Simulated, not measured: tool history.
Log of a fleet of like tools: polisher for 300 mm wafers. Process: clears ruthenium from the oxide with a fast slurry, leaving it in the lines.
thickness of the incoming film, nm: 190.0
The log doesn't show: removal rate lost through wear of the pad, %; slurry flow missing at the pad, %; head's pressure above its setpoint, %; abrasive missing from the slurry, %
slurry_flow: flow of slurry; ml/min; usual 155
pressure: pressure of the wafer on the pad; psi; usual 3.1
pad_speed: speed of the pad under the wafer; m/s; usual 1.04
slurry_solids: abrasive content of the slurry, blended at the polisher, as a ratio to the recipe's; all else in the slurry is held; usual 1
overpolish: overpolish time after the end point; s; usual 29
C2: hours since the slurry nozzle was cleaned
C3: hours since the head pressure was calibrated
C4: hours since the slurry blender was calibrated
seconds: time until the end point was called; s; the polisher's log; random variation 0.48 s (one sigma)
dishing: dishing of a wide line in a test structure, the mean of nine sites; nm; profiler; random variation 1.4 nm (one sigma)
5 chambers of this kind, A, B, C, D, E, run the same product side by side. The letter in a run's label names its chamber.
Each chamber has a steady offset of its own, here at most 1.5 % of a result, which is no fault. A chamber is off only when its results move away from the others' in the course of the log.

-- day=0.367 chamber D: slurry blender recalibrated
run 1D day=0.408 | slurry_flow=155 pressure=3.1 pad_speed=1.04 slurry_solids=1 overpolish=29 | wafers_polished_on_this_pad=851 C2=72.2 C3=222.7 C4=1.1 | seconds=40.068 dishing=65.276
-- day=0.412 chamber A: worn pad replaced by a new one
run 2B day=0.767 | slurry_flow=155 pressure=3.1 pad_speed=1.04 slurry_solids=1 overpolish=29 | wafers_polished_on_this_pad=455 C2=536.9 C3=58.5 C4=425.6 | seconds=39.403 dishing=63.508
-- day=0.975 chamber C: slurry blender recalibrated
run 3A day=1.304 | slurry_flow=155 pressure=3.1 pad_speed=1.04 slurry_solids=1 overpolish=29 | wafers_polished_on_this_pad=142 C2=206.4 C3=239 C4=180.6 | seconds=40.556 dishing=66.968
run 4E day=1.696 | slurry_flow=155 pressure=3.1 pad_speed=1.04 slurry_solids=1 overpolish=29 | wafers_polished_on_this_pad=675 C2=561.1 C3=435.4 C4=128 | seconds=39.443 dishing=66.495
-- day=1.842 chamber B: slurry nozzle cleaned
-- day=1.862 chamber A: slurry nozzle cleaned
-- day=1.912 chamber B: worn pad replaced by a new one
-- day=2.075 chamber C: worn pad replaced by a new one
run 5C day=2.192 | slurry_flow=155 pressure=3.1 pad_speed=1.04 slurry_solids=1 overpolish=29 | wafers_polished_on_this_pad=18 C2=289.6 C3=1013.3 C4=29.3 | seconds=39.033 dishing=65.731
-- day=2.442 chamber E: worn pad replaced by a new one
run 6C day=2.592 | slurry_flow=155 pressure=3.1 pad_speed=1.04 slurry_solids=1 overpolish=29 | wafers_polished_on_this_pad=82 C2=299.2 C3=1022.9 C4=38.9 | seconds=38.729 dishing=65.774
run 7B day=3.125 | slurry_flow=155 pressure=3.1 pad_speed=1.04 slurry_solids=1 overpolish=29 | wafers_polished_on_this_pad=193 C2=30.9 C3=115.1 C4=482.2 | seconds=39.733 dishing=68.36
run 8D day=3.575 | slurry_flow=155 pressure=3.1 pad_speed=1.04 slurry_solids=1 overpolish=29 | wafers_polished_on_this_pad=1355 C2=148.2 C3=298.7 C4=77.1 | seconds=38.689 dishing=63.539
-- day=3.646 chamber A: slurry blender recalibrated
-- day=3.758 chamber B: slurry blender recalibrated
run 9E day=4.062 | slurry_flow=155 pressure=3.1 pad_speed=1.04 slurry_solids=1 overpolish=29 | wafers_polished_on_this_pad=258 C2=617.9 C3=492.2 C4=184.8 | seconds=39.133 dishing=66.358
-- day=4.404 chamber D: worn pad replaced by a new one
run 10A day=4.567 | slurry_flow=155 pressure=3.1 pad_speed=1.04 slurry_solids=1 overpolish=29 | wafers_polished_on_this_pad=661 C2=64.9 C3=317.3 C4=22.2 | seconds=39.817 dishing=64.17
run 11A day=4.904 | slurry_flow=155 pressure=3.1 pad_speed=1.04 slurry_solids=1 overpolish=29 | wafers_polished_on_this_pad=714 C2=73 C3=325.4 C4=30.3 | seconds=38.92 dishing=67.317
run 12B day=5.288 | slurry_flow=155 pressure=3.1 pad_speed=1.04 slurry_solids=1 overpolish=37 | wafers_polished_on_this_pad=537 C2=82.8 C3=167 C4=36.8 | seconds=38.793 dishing=73.362
run 13C day=5.529 | slurry_flow=155 pressure=3.1 pad_speed=1.04 slurry_solids=1 overpolish=37 | wafers_polished_on_this_pad=549 C2=369.7 C3=1093.4 C4=109.4 | seconds=38.68 dishing=72.916
-- day=5.638 chamber B: worn pad replaced by a new one
-- day=5.671 chamber C: slurry nozzle cleaned
-- day=5.717 chamber E: slurry blender recalibrated
run 14D day=5.975 | slurry_flow=155 pressure=3.1 pad_speed=1.04 slurry_solids=1 overpolish=37 | wafers_polished_on_this_pad=250 C2=205.8 C3=356.3 C4=134.7 | seconds=39.512 dishing=75.127
run 15E day=6.475 | slurry_flow=155 pressure=3.1 pad_speed=1.04 slurry_solids=1 overpolish=37 | wafers_polished_on_this_pad=641 C2=675.8 C3=550.1 C4=18.2 | seconds=39.007 dishing=74.878
run 16C day=6.996 | slurry_flow=155 pressure=3.1 pad_speed=1.04 slurry_solids=1 overpolish=37 | wafers_polished_on_this_pad=783 C2=31.8 C3=1128.6 C4=144.6 | seconds=39.261 dishing=74.087
-- day=7.004 chamber E: worn pad replaced by a new one
run 17B day=7.354 | slurry_flow=155 pressure=3.1 pad_speed=1.04 slurry_solids=1 overpolish=29 | wafers_polished_on_this_pad=273 C2=132.4 C3=216.6 C4=86.4 | seconds=38.68 dishing=65.642
-- day=7.475 chamber A: worn pad replaced by a new one
-- day=7.542 chamber C: worn pad replaced by a new one
-- day=7.8 chamber A: head pressure recalibrated
run 18E day=7.812 | slurry_flow=155 pressure=3.1 pad_speed=1.04 slurry_solids=1 overpolish=29 | wafers_polished_on_this_pad=129 C2=707.9 C3=582.2 C4=50.3 | seconds=38.867 dishing=65.581
run 19A day=8.258 | slurry_flow=155 pressure=3.1 pad_speed=1.04 slurry_solids=1 overpolish=29 | wafers_polished_on_this_pad=125 C2=153.5 C3=11.1 C4=110.8 | seconds=39.393 dishing=66.948
run 20D day=8.812 | slurry_flow=155 pressure=3.1 pad_speed=1.04 slurry_solids=1 overpolish=29 | wafers_polished_on_this_pad=701 C2=273.9 C3=424.4 C4=202.8 | seconds=38.623 dishing=65.119
-- day=9.079 chamber B: worn pad replaced by a new one
run 21D day=9.233 | slurry_flow=155 pressure=3.1 pad_speed=1.04 slurry_solids=1 overpolish=29 | wafers_polished_on_this_pad=768 C2=284 C3=434.5 C4=212.9 | seconds=38.527 dishing=64.942
run 22C day=9.558 | slurry_flow=135 pressure=3.1 pad_speed=1.04 slurry_solids=1 overpolish=29 | wafers_polished_on_this_pad=321 C2=93.3 C3=1190.1 C4=206.1 | seconds=41.317 dishing=65.719
run 23A day=9.867 | slurry_flow=135 pressure=3.1 pad_speed=1.04 slurry_solids=1 overpolish=29 | wafers_polished_on_this_pad=380 C2=192.1 C3=49.7 C4=149.4 | seconds=40.349 dishing=64.577
-- day=10.362 chamber C: slurry blender recalibrated
run 24E day=10.408 | slurry_flow=135 pressure=3.1 pad_speed=1.04 slurry_solids=1 overpolish=29 | wafers_polished_on_this_pad=542 C2=770.2 C3=644.5 C4=112.6 | seconds=39.573 dishing=64.68
run 25B day=10.692 | slurry_flow=135 pressure=3.1 pad_speed=1.04 slurry_solids=1 overpolish=29 | wafers_polished_on_this_pad=257 C2=212.5 C3=296.7 C4=166.5 | seconds=39.536 dishing=65.943
-- day=10.825 chamber E: slurry nozzle cleaned
-- day=10.883 chamber A: slurry nozzle cleaned
run 26C day=11.171 | slurry_flow=135 pressure=3.1 pad_speed=1.04 slurry_solids=1 overpolish=29 | wafers_polished_on_this_pad=577 C2=132 C3=1228.8 C4=19.5 | seconds=40.35 dishing=67.282
-- day=11.454 chamber D: slurry blender recalibrated
run 27D day=11.538 | slurry_flow=155 pressure=3.1 pad_speed=0.72 slurry_solids=1 overpolish=12 | wafers_polished_on_this_pad=1135 C2=339.3 C3=489.8 C4=2.1 | seconds=57.465 dishing=29.13
-- day=11.629 chamber E: worn pad replaced by a new one
-- day=11.721 chamber E: head pressure recalibrated
run 28B day=11.917 | slurry_flow=155 pressure=3.1 pad_speed=0.72 slurry_solids=1 overpolish=12 | wafers_polished_on_this_pad=451 C2=241.9 C3=326.1 C4=195.9 | seconds=56.341 dishing=29.386
run 29E day=12.288 | slurry_flow=155 pressure=3.1 pad_speed=0.72 slurry_solids=1 overpolish=12 | wafers_polished_on_this_pad=104 C2=35.1 C3=13.7 C4=157.7 | seconds=57.154 dishing=29.349
run 30A day=12.754 | slurry_flow=155 pressure=3.1 pad_speed=0.72 slurry_solids=1 overpolish=12 | wafers_polished_on_this_pad=840 C2=45 C3=119 C4=218.7 | seconds=55.904 dishing=30.075
-- day=12.896 chamber D: worn pad replaced by a new one
run 31E day=13.046 | slurry_flow=155 pressure=3.1 pad_speed=0.72 slurry_solids=1 overpolish=12 | wafers_polished_on_this_pad=225 C2=53.3 C3=31.9 C4=175.9 | seconds=56.268 dishing=30.521
-- day=13.154 chamber B: worn pad replaced by a new one
-- day=13.229 chamber A: slurry blender recalibrated
run 32B day=13.383 | slurry_flow=155 pressure=3.1 pad_speed=1.04 slurry_solids=1 overpolish=29 | wafers_polished_on_this_pad=36 C2=277.1 C3=361.3 C4=231.1 | seconds=39.348 dishing=67.099
run 33D day=13.696 | slurry_flow=155 pressure=3.1 pad_speed=1.04 slurry_solids=1 overpolish=29 | wafers_polished_on_this_pad=127 C2=391.1 C3=541.6 C4=53.9 | seconds=39.459 dishing=65.627
-- day=13.708 chamber C: worn pad replaced by a new one
-- day=13.925 chamber A: worn pad replaced by a new one
run 34A day=13.946 | slurry_flow=155 pressure=3.1 pad_speed=1.04 slurry_solids=1 overpolish=29 | wafers_polished_on_this_pad=3 C2=73.6 C3=147.6 C4=17.3 | seconds=38.846 dishing=66.261
-- day=14.008 chamber E: slurry blender recalibrated
run 35C day=14.321 | slurry_flow=155 pressure=3.1 pad_speed=1.04 slurry_solids=1 overpolish=29 | wafers_polished_on_this_pad=97 C2=207.6 C3=1304.4 C4=95.1 | seconds=39.671 dishing=67.932
run 36D day=14.85 | slurry_flow=155 pressure=3.1 pad_speed=1.04 slurry_solids=1 overpolish=29 | wafers_polished_on_this_pad=311 C2=418.8 C3=569.3 C4=81.6 | seconds=39.259 dishing=67.007
run 37E day=15.346 | slurry_flow=155 pressure=3.1 pad_speed=1.04 slurry_solids=1 overpolish=29 | wafers_polished_on_this_pad=591 C2=108.5 C3=87.1 C4=32.2 | seconds=39.538 dishing=66.102
-- day=15.788 chamber D: slurry nozzle cleaned
run 38C day=15.829 | slurry_flow=155 pressure=3.1 pad_speed=1.04 slurry_solids=1 overpolish=29 | wafers_polished_on_this_pad=337 C2=243.8 C3=1340.6 C4=131.3 | seconds=39.326 dishing=69.308
run 39A day=16.208 | slurry_flow=155 pressure=3.1 pad_speed=1.04 slurry_solids=1 overpolish=29 | wafers_polished_on_this_pad=363 C2=127.9 C3=201.9 C4=71.6 | seconds=39.805 dishing=64.632
-- day=16.371 chamber B: worn pad replaced by a new one
run 40B day=16.538 | slurry_flow=155 pressure=3.1 pad_speed=1.04 slurry_solids=1 overpolish=29 | wafers_polished_on_this_pad=26 C2=352.8 C3=437 C4=306.8 | seconds=38.768 dishing=69.673
-- day=16.875 chamber C: head pressure recalibrated
run 41D day=17 | slurry_flow=155 pressure=3.1 pad_speed=1.04 slurry_solids=1 overpolish=29 | wafers_polished_on_this_pad=653 C2=29.1 C3=620.9 C4=133.2 | seconds=39.396 dishing=64.807
-- day=17.112 chamber E: worn pad replaced by a new one
run 42B day=17.312 | slurry_flow=155 pressure=3.1 pad_speed=1.04 slurry_solids=1 overpolish=29 | wafers_polished_on_this_pad=149 C2=371.4 C3=455.6 C4=325.4 | seconds=39.085 dishing=67.161
run 43E day=17.742 | slurry_flow=155 pressure=3.1 pad_speed=1.04 slurry_solids=1 overpolish=29 | wafers_polished_on_this_pad=100 C2=166 C3=144.6 C4=89.7 | seconds=39.217 dishing=66.001
run 44C day=18.004 | slurry_flow=155 pressure=3.1 pad_speed=1.04 slurry_solids=1 overpolish=29 | wafers_polished_on_this_pad=683 C2=296 C3=27.1 C4=183.5 | seconds=39.169 dishing=67.056

Next, every chamber runs the same settings. What will each give?
run 45A day=18.404 | slurry_flow=175 pressure=3.1 pad_speed=1.04 slurry_solids=1 overpolish=29 | seconds=? dishing=?
run 45B day=18.404 | slurry_flow=175 pressure=3.1 pad_speed=1.04 slurry_solids=1 overpolish=29 | seconds=? dishing=?
run 45C day=18.404 | slurry_flow=175 pressure=3.1 pad_speed=1.04 slurry_solids=1 overpolish=29 | seconds=? dishing=?
run 45D day=18.404 | slurry_flow=175 pressure=3.1 pad_speed=1.04 slurry_solids=1 overpolish=29 | seconds=? dishing=?
run 45E day=18.404 | slurry_flow=175 pressure=3.1 pad_speed=1.04 slurry_solids=1 overpolish=29 | seconds=? dishing=?

run=45A seconds=38.546 dishing=65.602
run=45B seconds=38.718 dishing=67.493
run=45C seconds=38.283 dishing=66.459
run=45D seconds=38.247 dishing=63.545
run=45E seconds=37.933 dishing=67.239
